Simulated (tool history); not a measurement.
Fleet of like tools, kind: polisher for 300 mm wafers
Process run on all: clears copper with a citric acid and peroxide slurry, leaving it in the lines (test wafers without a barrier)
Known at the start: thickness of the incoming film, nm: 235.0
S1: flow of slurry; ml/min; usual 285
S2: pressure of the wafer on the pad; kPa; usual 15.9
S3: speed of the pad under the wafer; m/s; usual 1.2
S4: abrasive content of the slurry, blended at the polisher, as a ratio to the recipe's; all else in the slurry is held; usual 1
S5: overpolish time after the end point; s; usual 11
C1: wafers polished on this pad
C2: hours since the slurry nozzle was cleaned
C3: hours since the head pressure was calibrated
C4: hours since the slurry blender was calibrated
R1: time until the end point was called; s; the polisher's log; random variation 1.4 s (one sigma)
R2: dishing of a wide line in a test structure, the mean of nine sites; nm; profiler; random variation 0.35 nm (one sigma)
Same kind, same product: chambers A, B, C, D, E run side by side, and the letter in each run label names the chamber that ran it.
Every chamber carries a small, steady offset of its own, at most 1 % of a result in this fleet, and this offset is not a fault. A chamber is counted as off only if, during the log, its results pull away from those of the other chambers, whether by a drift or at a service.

run,day,S1,S2,S3,S4,S5,C1,C2,C3,C4,R1,R2
1E,0.221,285,15.9,1.2,1,11,201,217.6,691.9,147.4,95.515,18.381
2A,0.404,285,15.9,1.2,1,11,1008,452.9,478,253.7,99.015,18.64
3B,0.583,285,15.9,1.2,1,11,867,52.1,123.3,69.4,100.6,18.263
4D,0.867,285,15.9,1.2,1,11,442,173.7,171.7,53.8,96.898,18.897
# day 0.988: chamber D: worn pad replaced by a new one
5C,1.162,285,15.9,1.2,1,11,667,283.6,742.1,65,98.552,19.265
6C,1.467,285,15.9,1.2,1,11,736,290.9,749.4,72.3,99.245,19.942
# day 1.521: chamber A: slurry blender recalibrated
7D,1.762,285,15.9,1.2,1,11,175,195.2,193.2,75.3,94.878,18.782
# day 1.883: chamber B: worn pad replaced by a new one
# day 1.892: chamber A: worn pad replaced by a new one
8E,1.996,285,15.9,1.2,1,11,601,260.2,734.5,190,98.065,19.175
9B,2.142,285,15.9,1.2,1,11,58,89.5,160.7,106.8,100.04,18.903
# day 2.212: chamber A: slurry nozzle cleaned
10A,2.308,285,15.9,1.2,1,15,94,2.3,523.7,19,98.972,25.173
11D,2.471,285,15.9,1.2,1,15,335,212.2,210.2,92.3,98.497,23.524
12C,2.654,285,15.9,1.2,1,15,1004,319.4,777.9,100.8,99.853,25.201
13B,2.812,285,15.9,1.2,1,15,209,105.6,176.8,122.9,97.979,24.854
14E,3.038,285,15.9,1.2,1,15,836,285.2,759.5,215,99.087,24.669
# day 3.208: chamber D: worn pad replaced by a new one
15A,3.267,285,15.9,1.2,1,11,310,25.3,546.7,42,98.215,18.658
16B,3.504,285,15.9,1.2,1,11,365,122.2,193.4,139.5,97.376,18.287
17A,3.729,285,15.9,1.2,1,11,414,36.4,557.8,53.1,97.034,19.454
18C,4,285,15.9,0.98,1,11,1307,351.7,810.2,133.1,119.68,16.416
# day 4.129: chamber E: worn pad replaced by a new one
# day 4.233: chamber C: worn pad replaced by a new one
19E,4.271,285,15.9,0.98,1,11,32,314.8,789.1,244.6,119.22,16.189
20D,4.562,285,15.9,0.98,1,11,306,262.4,260.4,142.5,117.34,15.392
21D,4.738,285,15.9,0.98,1,11,345,266.6,264.6,146.7,121.4,15.631
22C,4.871,285,15.9,0.98,1,11,144,372.6,831.1,154,117.99,15.922
23E,5.1,285,15.9,1.34,1,16,219,334.7,809,264.5,86.289,27.922
24A,5.238,285,15.9,1.34,1,16,754,72.6,594,89.3,89.11,27.923
# day 5.283: chamber D: worn pad replaced by a new one
25B,5.425,285,15.9,1.34,1,16,798,168.3,239.5,185.6,86.46,28.316
26E,5.729,285,15.9,1.34,1,16,361,349.8,824.1,279.6,88.275,28.424
27A,5.862,285,15.9,1.34,1,16,895,87.6,609,104.3,86.898,28.181
# day 6: chamber D: head pressure recalibrated
28B,6.092,285,15.9,1.2,1,11,949,184.3,255.5,201.6,97.917,18.67
29D,6.304,285,15.9,1.2,1,11,230,304.2,7.4,184.3,97.677,18.956
30C,6.596,285,15.9,1.2,1,11,533,414,872.5,195.4,99.086,18.943
# day 6.7: chamber B: worn pad replaced by a new one
31B,6.862,285,15.9,1.2,1,11,37,202.8,274,220.1,99.862,17.993
# day 6.967: chamber A: worn pad replaced by a new one
32E,7.167,285,15.9,1.2,1,11,685,384.3,858.6,314.1,95.402,18.738
33D,7.342,285,15.9,1.2,1,11,464,329.1,32.3,209.2,96.675,18.957
# day 7.446: chamber B: slurry nozzle cleaned
34C,7.5,285,15.9,1.2,0.9,11,737,435.7,894.2,217.1,100.37,18.983
35A,7.671,285,15.9,1.2,0.9,11,159,131,652.4,147.7,100.64,19.013
# day 7.679: chamber E: slurry blender recalibrated
# day 7.75: chamber D: worn pad replaced by a new one
36B,7.862,285,15.9,1.2,0.9,11,262,10.1,298,244.1,99.429,18.299
37E,8.046,285,15.9,1.2,0.9,11,883,405.4,879.7,8.9,101.41,18.629
38A,8.333,285,15.9,1.2,0.9,11,308,146.9,668.3,163.6,98.093,18.362
39D,8.479,285,15.9,1.2,1,11,164,356.4,59.6,236.5,98.263,19.075

Has any chamber moved away from the others, gradually or after a service, or does the common gauge drift, or do the chambers differ only by their own small steady offsets? State the chamber and the most likely cause if one applies.

Neither any chamber nor the gauge drifts; the chambers differ only by their own small, steady offsets.
